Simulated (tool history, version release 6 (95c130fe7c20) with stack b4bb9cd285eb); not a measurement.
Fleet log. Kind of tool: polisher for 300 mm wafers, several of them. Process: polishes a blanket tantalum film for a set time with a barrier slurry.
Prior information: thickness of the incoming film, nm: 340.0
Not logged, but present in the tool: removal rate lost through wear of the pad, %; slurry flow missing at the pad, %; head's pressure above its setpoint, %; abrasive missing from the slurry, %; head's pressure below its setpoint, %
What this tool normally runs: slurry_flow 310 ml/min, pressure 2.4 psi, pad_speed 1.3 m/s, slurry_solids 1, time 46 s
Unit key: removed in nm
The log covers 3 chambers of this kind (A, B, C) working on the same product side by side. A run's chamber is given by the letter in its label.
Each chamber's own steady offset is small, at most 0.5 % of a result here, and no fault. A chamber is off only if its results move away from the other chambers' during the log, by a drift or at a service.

run   hour  slurry_flow  pressure  pad_speed  slurry_solids  time  wafers polished on this pad  hours since the slurry nozzle was cleaned  hours since the head pressure was calibrated  hours since the slurry blender was calibrated  removed
 1B    8.8          310       2.4        1.3              1    46                         1187                                      444.6                                         300.3                                            312   140.54
      12.9  -- chamber B: worn pad replaced by a new one
      14.4  -- chamber C: worn pad replaced by a new one
 2A   16.2          310       2.4        1.3              1    46                          578                                       51.5                                         255.1                                           45.5      141
 3C   29.1          310       2.4        1.3              1    46                          201                                      315.3                                          81.5                                          102.5   139.69
 4B   44.5          310       2.4        1.3              1    46                          430                                      480.3                                           336                                          347.7   143.63
 5C   55.4          310       2.4        1.3              1    46                          559                                      341.6                                         107.8                                          128.8   141.31
 6A   62.3          310       2.4        1.3              1    46                         1205                                       97.6                                         301.2                                           91.6   141.73
 7C   71.4          310       2.4        1.3              1    46                          777                                      357.6                                         123.8                                          144.8   141.42
 8B   86.4          310       2.4        1.3              1    46                         1000                                      522.2                                         377.9                                          389.6   142.91
      88.1  -- chamber A: worn pad replaced by a new one
 9A  101.3          310       2.7        1.3              1    46                          179                                      136.6                                         340.2                                          130.6   158.14
10A  111.8          310       2.7        1.3              1    46                          322                                      147.1                                         350.7                                          141.1   157.94
     114.9  -- chamber C: worn pad replaced by a new one
     116.6  -- chamber A: slurry blender recalibrated
11B  125.9          310       2.7        1.3              1    46                         1538                                      561.7                                         417.4                                          429.1   159.56
     130.3  -- chamber B: slurry blender recalibrated
     133.3  -- chamber B: worn pad replaced by a new one
12C  136.8          310       2.4        1.3              1    46                          298                                        423                                         189.2                                          210.2   140.11
13C  151.8          310       2.4        1.3              1    40                          503                                        438                                         204.2                                          225.2   120.38
14B  167.6          310       2.4        1.3              1    40                          467                                      603.4                                         459.1                                           37.4   121.15
15A    177          310       2.4        1.3              1    40                         1210                                      212.3                                         415.9                                           60.4   123.34
16C  190.6          310       2.4        1.3              1    46                         1031                                      476.8                                           243                                            264   140.42
     191.5  -- chamber A: head pressure recalibrated
17A  198.2          310       2.4        1.3              1    46                         1498                                      233.5                                           6.8                                           81.6   143.17
     202.9  -- chamber A: worn pad replaced by a new one
18B  212.7          235       2.9        1.3              1    46                         1081                                      648.5                                         504.2                                           82.5   167.76
19B  221.6          235       2.9        1.3              1    46                         1202                                      657.4                                         513.1                                           91.4   165.84
     228.4  -- chamber C: worn pad replaced by a new one
20A  236.9          235       2.9        1.3              1    46                          462                                      272.2                                          45.5                                          120.3   163.58
21C  244.3          310       2.4       1.56              1    46                          217                                      530.5                                         296.7                                          317.7   171.78
     245.6  -- chamber B: worn pad replaced by a new one
     248.5  -- chamber B: slurry nozzle cleaned
22A  257.2          310       2.4       1.56              1    46                          739                                      292.5                                          65.8                                          140.6   171.06
     263.1  -- chamber A: slurry blender recalibrated
23C  266.4          310       2.4       1.56              1    46                          518                                      552.6                                         318.8                                          339.8   169.97
24B  274.6          310       2.4        1.3              1    46                          395                                       26.1                                         566.1                                          144.4   141.75
25C  282.3          310       2.4       1.02              1    41                          734                                      568.5                                         334.7                                          355.7   96.534
26A  297.1          310       2.4       1.02              1    41                         1282                                      332.4                                         105.7                                             34   100.28
     299.3  -- chamber A: worn pad replaced by a new one
27B  306.2          310       2.4       1.02              1    41                          825                                       57.7                                         597.7                                            176   99.552
28C  320.9          310       2.4        1.3              1    46                         1259                                      607.1                                         373.3                                          394.3   141.52
     322.6  -- chamber C: slurry blender recalibrated
29A  333.5          310       2.4        1.3              1    46                          466                                      368.8                                         142.1                                           70.4   142.23
       337  -- chamber C: worn pad replaced by a new one
30B  341.6          310       2.4        1.3              1    46                         1307                                       93.1                                         633.1                                          211.4   142.77
31C  356.8          310       2.4        1.3           0.75    46                          270                                        643                                         409.2                                           34.3   127.41
       365  -- chamber B: worn pad replaced by a new one
32B  369.4          310       2.4        1.3           0.75    46                           60                                      120.9                                         660.9                                          239.2   131.95
33A  379.7          310       2.4        1.3           0.75    46                         1095                                        415                                         188.3                                          116.6   128.73
34C  389.4          310       2.4        1.3              1    46                          713                                      675.6                                         441.8                                           66.9   141.25
     394.8  -- chamber A: worn pad replaced by a new one
     395.2  -- chamber A: slurry blender recalibrated
35B  403.9          310       2.4        1.3              1    46                          530                                      155.4                                         695.4                                          273.7   142.58
36A  411.7          310       2.4        1.3              1    46                          231                                        447                                         220.3                                           16.5   143.74
37C  420.6          310       2.4        1.3              1    46                         1138                                      706.8                                           473                                           98.1   138.33

Decide between three cases: one chamber stands off from its peers, the gauge reading all wafers drifts, or nothing is wrong past each chamber's small offset. Where a chamber is off, say which and what most likely put it there.

No chamber is off and the gauge is stable; the differences are just each chamber's small, constant offset.

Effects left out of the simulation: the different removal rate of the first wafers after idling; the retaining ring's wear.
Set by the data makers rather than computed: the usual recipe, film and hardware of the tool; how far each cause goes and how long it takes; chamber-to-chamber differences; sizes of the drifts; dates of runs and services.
